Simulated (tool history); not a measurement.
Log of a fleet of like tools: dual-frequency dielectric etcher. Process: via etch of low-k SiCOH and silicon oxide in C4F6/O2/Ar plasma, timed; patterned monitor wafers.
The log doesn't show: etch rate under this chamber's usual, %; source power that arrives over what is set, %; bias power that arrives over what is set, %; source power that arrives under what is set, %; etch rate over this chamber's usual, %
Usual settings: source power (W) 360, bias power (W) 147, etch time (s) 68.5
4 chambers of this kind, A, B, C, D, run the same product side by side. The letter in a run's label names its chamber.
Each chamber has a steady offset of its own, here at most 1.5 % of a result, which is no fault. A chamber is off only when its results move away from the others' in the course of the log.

| run | hour | source power (W) | bias power (W) | etch time (s) | hours since the last wet clean | hours since the last source power generator calibration | hours since the last bias power generator calibration | read-back reference wafer on the same gauge, depth_nm | mean etch depth across the wafer (angstrom) |
|---|---|---|---|---|---|---|---|---|---|
| 1D | 7.9 | 360 | 147 | 68.5 | 237.4 | 334.2 | 137.6 | 143.86 | 1605.5 |
| 2C | 16.1 | 360 | 147 | 68.5 | 594.3 | 2076.5 | 1843.2 | 143.97 | 1617.7 |
| 3B | 32.2 | 360 | 147 | 68.5 | 161.6 | 941.8 | 2668.7 | 143.99 | 1590.5 |
| 4A | 40.1 | 360 | 147 | 68.5 | 473.8 | 3902.8 | 2756.9 | 143.96 | 1608.6 |
| 5C | 49.1 | 310 | 147 | 68.5 | 627.3 | 2109.5 | 1876.2 | 144.02 | 1522.5 |
| 6D | 57.8 | 310 | 147 | 68.5 | 287.3 | 384.1 | 187.5 | 144.05 | 1516.2 |
| 7B | 68.3 | 310 | 147 | 68.5 | 197.7 | 977.9 | 2704.8 | 143.94 | 1504.3 |
|  | 78.2 | chamber C: wet clean of the chamber |
| 8A | 81.1 | 310 | 147 | 68.5 | 514.8 | 3943.8 | 2797.9 | 144.08 | 1515.5 |
| 9C | 95.4 | 360 | 168 | 68.5 | 17.3 | 2155.8 | 1922.5 | 144.06 | 1674.4 |
| 10D | 111.2 | 360 | 168 | 68.5 | 340.7 | 437.5 | 240.9 | 144.00 | 1680.5 |
| 11B | 127.0 | 360 | 168 | 68.5 | 256.4 | 1036.6 | 2763.5 | 143.96 | 1654.4 |
| 12A | 137.2 | 360 | 168 | 68.5 | 570.9 | 3999.9 | 2854.0 | 144.04 | 1676.2 |
| 13B | 146.1 | 360 | 147 | 68.5 | 275.5 | 1055.7 | 2782.6 | 143.96 | 1582.4 |
| 14D | 154.9 | 360 | 147 | 68.5 | 384.4 | 481.2 | 284.6 | 143.97 | 1615.8 |
| 15A | 171.1 | 360 | 147 | 52.0 | 604.8 | 4033.8 | 2887.9 | 143.97 | 1223.2 |
| 16C | 184.4 | 360 | 147 | 52.0 | 106.3 | 2244.8 | 2011.5 | 143.97 | 1220.1 |
| 17C | 195.2 | 360 | 147 | 52.0 | 117.1 | 2255.6 | 2022.3 | 144.10 | 1221.7 |
| 18D | 203.1 | 360 | 147 | 52.0 | 432.6 | 529.4 | 332.8 | 144.05 | 1224.0 |
|  | 216.9 | chamber B: wet clean of the chamber |
| 19A | 218.5 | 360 | 147 | 68.5 | 652.2 | 4081.2 | 2935.3 | 144.04 | 1607.5 |
|  | 221.8 | chamber A: wet clean of the chamber |
| 20B | 231.4 | 360 | 147 | 68.5 | 14.6 | 1141.0 | 2867.9 | 143.93 | 1538.3 |
| 21A | 242.2 | 360 | 147 | 68.5 | 20.5 | 4104.9 | 2959.0 | 143.99 | 1602.5 |
| 22B | 257.1 | 360 | 113 | 61.0 | 40.3 | 1166.7 | 2893.6 | 144.00 | 1274.3 |
| 23C | 265.0 | 360 | 113 | 61.0 | 186.9 | 2325.4 | 2092.1 | 144.04 | 1330.8 |
| 24D | 276.1 | 360 | 113 | 61.0 | 505.6 | 602.4 | 405.8 | 144.10 | 1323.8 |
| 25D | 290.6 | 360 | 113 | 61.0 | 520.1 | 616.9 | 420.3 | 144.03 | 1324.3 |
| 26B | 301.6 | 360 | 147 | 68.5 | 84.8 | 1211.2 | 2938.1 | 144.08 | 1541.4 |
| 27A | 311.9 | 360 | 147 | 68.5 | 90.2 | 4174.6 | 3028.7 | 143.97 | 1613.9 |
| 28C | 325.9 | 360 | 147 | 68.5 | 247.8 | 2386.3 | 2153.0 | 143.99 | 1612.3 |
|  | 334.0 | chamber D: wet clean of the chamber |
| 29D | 338.1 | 360 | 147 | 68.5 | 4.2 | 664.4 | 467.8 | 143.92 | 1611.9 |
| 30B | 347.1 | 360 | 147 | 68.5 | 130.3 | 1256.7 | 2983.6 | 144.08 | 1547.7 |
| 31A | 354.9 | 360 | 147 | 68.5 | 133.2 | 4217.6 | 3071.7 | 143.97 | 1605.8 |

All 4 chambers run these settings next. Forecast each chamber's results:
| 32A | 366.6 | 360 | 179 | 68.5 |  |  |  |  | ? |
| 32B | 366.6 | 360 | 179 | 68.5 |  |  |  |  | ? |
| 32C | 366.6 | 360 | 179 | 68.5 |  |  |  |  | ? |
| 32D | 366.6 | 360 | 179 | 68.5 |  |  |  |  | ? |

| run | mean etch depth across the wafer (angstrom) |
|---|---|
| 32A | 1712.8 |
| 32B | 1647.9 |
| 32C | 1706.9 |
| 32D | 1706.5 |

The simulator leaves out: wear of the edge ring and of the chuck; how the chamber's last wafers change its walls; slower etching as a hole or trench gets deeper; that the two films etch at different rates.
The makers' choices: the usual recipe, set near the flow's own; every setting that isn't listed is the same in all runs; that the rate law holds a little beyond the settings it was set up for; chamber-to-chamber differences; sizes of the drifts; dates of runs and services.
